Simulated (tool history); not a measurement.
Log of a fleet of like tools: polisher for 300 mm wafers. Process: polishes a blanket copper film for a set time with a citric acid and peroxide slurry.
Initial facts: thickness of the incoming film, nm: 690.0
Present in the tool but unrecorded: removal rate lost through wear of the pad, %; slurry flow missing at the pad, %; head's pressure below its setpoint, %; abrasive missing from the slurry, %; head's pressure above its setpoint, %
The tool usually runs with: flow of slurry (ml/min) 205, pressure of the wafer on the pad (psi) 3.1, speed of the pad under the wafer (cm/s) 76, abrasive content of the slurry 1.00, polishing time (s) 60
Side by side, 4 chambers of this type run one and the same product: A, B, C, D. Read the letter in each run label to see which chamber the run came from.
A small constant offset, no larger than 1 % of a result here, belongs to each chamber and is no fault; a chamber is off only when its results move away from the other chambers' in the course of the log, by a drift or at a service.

run   hour  flow of slurry (ml/min)  pressure of the wafer on the pad (psi)  speed of the pad under the wafer (cm/s)  abrasive content of the slurry  polishing time (s)  wafers polished on this pad  hours since the slurry nozzle was cleaned  hours since the head pressure was calibrated  hours since the slurry blender was calibrated  film removed (angstrom)
 1D   11.9                      205                                     3.1                                       76                            1.00                  60                          610                                      839.6                                         239.1                                           71.1                  1210.00
 2C   22.6                      205                                     3.1                                       76                            1.00                  60                          138                                      545.6                                         783.3                                           72.5                  1210.70
 3A   36.0                      205                                     3.1                                       76                            1.00                  60                          317                                      418.7                                         291.4                                          302.3                  1210.30
 4B   44.1                      205                                     3.1                                       76                            1.00                  60                          290                                      568.9                                         300.8                                          108.8                  1217.10
      45.9  -- chamber D: slurry nozzle cleaned
      54.2  -- chamber D: worn pad replaced by a new one
 5B   56.9                      205                                     3.1                                       76                            1.00                  60                          366                                      581.7                                         313.6                                          121.6                  1214.60
 6A   68.0                      205                                     3.1                                       76                            1.00                  60                          507                                      450.7                                         323.4                                          334.3                  1209.60
 7D   79.3                      205                                     3.1                                       76                            1.00                  60                          149                                       33.4                                         306.5                                          138.5                  1201.00
      82.0  -- chamber A: worn pad replaced by a new one
 8C   88.1                      205                                     3.1                                       76                            1.00                  60                          528                                      611.1                                         848.8                                          138.0                  1198.30
      90.8  -- chamber B: worn pad replaced by a new one
 9D  100.4                      205                                     3.1                                       76                            1.00                  60                          275                                       54.5                                         327.6                                          159.6                  1217.70
10A  107.9                      205                                     3.1                                       76                            1.00                  60                          154                                      490.6                                         363.3                                          374.2                  1195.60
     113.1  -- chamber A: slurry blender recalibrated
11B  121.3                      205                                     3.1                                       76                            1.00                  60                          181                                      646.1                                         378.0                                          186.0                  1206.20
     128.1  -- chamber D: slurry blender recalibrated
     131.2  -- chamber C: slurry blender recalibrated
12C  133.8                      205                                     3.1                                       76                            1.00                  60                          799                                      656.8                                         894.5                                            2.7                  1206.40
     134.4  -- chamber A: head pressure recalibrated
13D  141.1                      205                                     3.1                                       76                            1.00                  60                          517                                       95.2                                         368.3                                           13.0                  1214.30
14B  153.1                      205                                     3.1                                       76                            1.00                  60                          370                                      677.9                                         409.8                                          217.8                  1200.60
15A  159.8                      205                                     3.1                                       76                            1.00                  60                          463                                      542.5                                          25.5                                           46.8                  1117.90
     162.1  -- chamber C: worn pad replaced by a new one
16C  166.4                      205                                     3.1                                       76                            1.00                  60                           26                                      689.4                                         927.1                                           35.3                  1203.60
17B  176.2                      205                                     3.1                                       76                            1.00                  60                          508                                      701.0                                         432.9                                          240.9                  1212.30
     177.2  -- chamber A: worn pad replaced by a new one
     183.3  -- chamber A: slurry nozzle cleaned
18A  189.5                      205                                     3.1                                       76                            1.00                  60                           73                                        6.2                                          55.2                                           76.5                  1112.70
     193.2  -- chamber D: worn pad replaced by a new one
     199.1  -- chamber B: slurry nozzle cleaned
19C  202.9                      205                                     3.1                                       76                            1.00                  60                          243                                      725.9                                         963.6                                           71.8                  1202.90
     206.6  -- chamber B: worn pad replaced by a new one
20D  215.6                      205                                     3.1                                       76                            1.00                  60                          133                                      169.7                                         442.8                                           87.5                  1213.60
21A  225.7                      150                                     3.8                                       76                            1.00                  60                          288                                       42.4                                          91.4                                          112.7                  1308.40
     229.8  -- chamber C: slurry nozzle cleaned
22B  238.2                      150                                     3.8                                       76                            1.00                  60                          188                                       39.2                                         494.9                                          302.9                  1414.30
23C  247.0                      150                                     3.8                                       76                            1.00                  60                          505                                       17.2                                        1007.7                                          115.9                  1380.50
     252.3  -- chamber A: worn pad replaced by a new one
24D  260.0                      150                                     3.8                                       76                            1.00                  60                          397                                      214.1                                         487.2                                          131.9                  1402.40
25B  268.2                      205                                     3.1                                       76                            1.00                  60                          366                                       69.2                                         524.9                                          332.9                  1212.00
26A  279.8                      205                                     3.1                                       76                            1.00                  60                          163                                       96.5                                         145.5                                          166.8                  1113.40
27C  286.7                      205                                     3.1                                       62                            1.25                  60                          741                                       56.9                                        1047.4                                          155.6                  1053.00
28D  295.7                      205                                     3.1                                       62                            1.25                  60                          610                                      249.8                                         522.9                                          167.6                  1044.40
     301.3  -- chamber C: head pressure recalibrated
29C  303.0                      205                                     3.1                                       62                            1.25                  60                          838                                       73.2                                           1.8                                          171.9                  1040.90
     307.0  -- chamber B: worn pad replaced by a new one
30A  310.7                      205                                     3.1                                       62                            1.25                  60                          347                                      127.4                                         176.4                                          197.7                   970.17
     315.9  -- chamber B: slurry blender recalibrated
31D  319.6                      205                                     3.1                                       76                            1.00                  60                          752                                      273.7                                         546.8                                          191.5                  1216.30
32B  329.7                      205                                     3.1                                       76                            1.00                  60                          135                                      130.7                                         586.4                                           13.8                  1208.90
33B  336.1                      205                                     3.1                                       66                            1.00                  60                          173                                      137.1                                         592.8                                           20.2                  1054.00

One chamber off, gauge drift, or nothing amiss beyond the chambers' own small offsets? If it is a chamber, which one, and what is the likeliest cause?

Chamber A came out of a service off from its peers and stayed that way.
Likeliest cause: head's pressure below its setpoint, % = 8.44.

Here are 4 candidates for chamber A's next run, each the usual settings with a change, their results left as question marks. Which one brings its results back in line with what the others give on the usual settings?
Maximum distance from the other chambers' mean on the usual settings for a result to count as in line: film removed (angstrom) 28.00
34A-1  345.7                      205                                     3.1                                       64                            1.00                  60                                                                                                                                                                                             ?
34A-2  345.7                      205                                     3.0                                       74                            1.00                  59                                                                                                                                                                                             ?
34A-3  345.7                      210                                     3.1                                       76                            1.05                  70                                                                                                                                                                                             ?
34A-4  345.7                      205                                     3.1                                       76                            1.00                  65                                                                                                                                                                                             ?

What the other chambers average on the usual settings: film removed (angstrom) 1208.30
  run  film removed (angstrom)
34A-1                   944.38
34A-2                  1033.90
34A-3                  1317.10
34A-4                  1206.90
Change 34A-4 lands the chamber within the allowed miss of the other chambers.
